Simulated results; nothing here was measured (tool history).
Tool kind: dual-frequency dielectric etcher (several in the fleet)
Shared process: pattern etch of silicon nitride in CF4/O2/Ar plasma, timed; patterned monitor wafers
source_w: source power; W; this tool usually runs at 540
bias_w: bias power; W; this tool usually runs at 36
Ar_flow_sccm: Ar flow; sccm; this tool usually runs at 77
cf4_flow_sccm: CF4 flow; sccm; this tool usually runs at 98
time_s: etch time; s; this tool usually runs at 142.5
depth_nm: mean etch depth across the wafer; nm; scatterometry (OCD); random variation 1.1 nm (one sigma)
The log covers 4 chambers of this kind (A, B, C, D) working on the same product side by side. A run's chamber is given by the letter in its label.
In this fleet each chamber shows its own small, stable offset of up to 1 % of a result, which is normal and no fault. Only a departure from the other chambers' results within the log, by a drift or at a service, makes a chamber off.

run   hour  source_w  bias_w  Ar_flow_sccm  cf4_flow_sccm  time_s  read-back reference wafer on the same gauge, depth_nm  depth_nm
 1A    4.0       540      36            77             98   142.5                                                 299.56    265.87
       6.4  -- chamber D: wet clean of the chamber
 2C    8.9       540      36            77             98   142.5                                                 300.04    264.57
 3D   15.8       540      36            77             98   142.5                                                 300.02    265.87
 4B   20.4       540      36            77             98   142.5                                                 299.88    267.09
 5B   25.8       540      36            77             98   142.5                                                 299.91    266.26
 6A   33.9       540      36            77             98   142.5                                                 299.99    262.06
 7C   41.3       540      36            94             81   142.5                                                 300.00    250.52
      48.2  -- chamber C: wet clean of the chamber
 8D   48.4       540      36            94             81   142.5                                                 300.01    253.36
 9A   54.8       540      36            94             81   142.5                                                 300.14    252.34
10D   59.4       540      36            94             81   142.5                                                 300.17    253.32
11B   64.8       540      36            77             98   142.5                                                 300.13    265.97
      66.7  -- chamber B: bias power generator calibrated
12C   73.1       540      36            77             98   142.5                                                 299.92    263.12
13C   81.0       540      36            77             98   142.5                                                 300.19    265.87
      83.9  -- chamber A: wet clean of the chamber
14D   85.7       540      36            77             98   142.5                                                 300.00    268.19
15B   91.8       540      36            77             98   142.5                                                 299.82    268.02
16A   97.1       540      36            77             98   142.5                                                 299.98    267.67
17A  100.7       540      36            77             98   142.5                                                 299.88    262.61
18C  109.1       540      36            77             98   142.5                                                 299.92    263.38
19D  116.0       540      36            77             84   142.5                                                 300.28    263.20
20B  123.3       540      36            77             84   142.5                                                 300.28    260.17
21B  129.1       540      36            77             84   142.5                                                 300.30    260.86
22D  137.0       540      36            77             84   142.5                                                 300.11    261.31
23A  144.0       460      36            77             98   127.5                                                 299.95    206.21
24C  148.6       460      36            77             98   127.5                                                 300.35    203.80
25B  155.8       460      36            77             98   127.5                                                 300.04    209.86
26D  162.9       460      36            77             98   127.5                                                 300.34    207.23
27A  167.2       540      31            77             98   142.5                                                 299.71    252.78
28C  171.8       540      31            77             98   142.5                                                 299.85    250.25
29A  178.3       540      31            77             98   142.5                                                 299.98    252.57
30C  186.1       540      31            77             98   142.5                                                 300.05    250.62
31D  193.9       540      36            77             98   142.5                                                 299.98    267.47
32B  199.4       540      36            77             98   142.5                                                 299.79    263.27
33C  204.4       540      36            77             98   142.5                                                 299.79    263.71
34A  212.0       540      36            77             98   142.5                                                 299.68    267.50
35B  219.7       540      36            77             98   142.5                                                 300.30    265.27
36D  223.3       540      36            77             98   142.5                                                 299.73    265.28
37B  227.4       540      36            77             98   142.5                                                 300.10    267.11
38C  231.4       420      36            77            119   142.5                                                 300.02    216.26
39D  238.6       420      36            77            119   142.5                                                 299.91    216.17
40A  245.0       420      36            77            119   142.5                                                 300.07    218.53

Is one chamber off against the others, does the gauge drift, or is nothing wrong? If a chamber is off, say which, and what the likeliest cause is.

The fleet is healthy, with each chamber sitting at its usual small offset and no drift in the gauge.
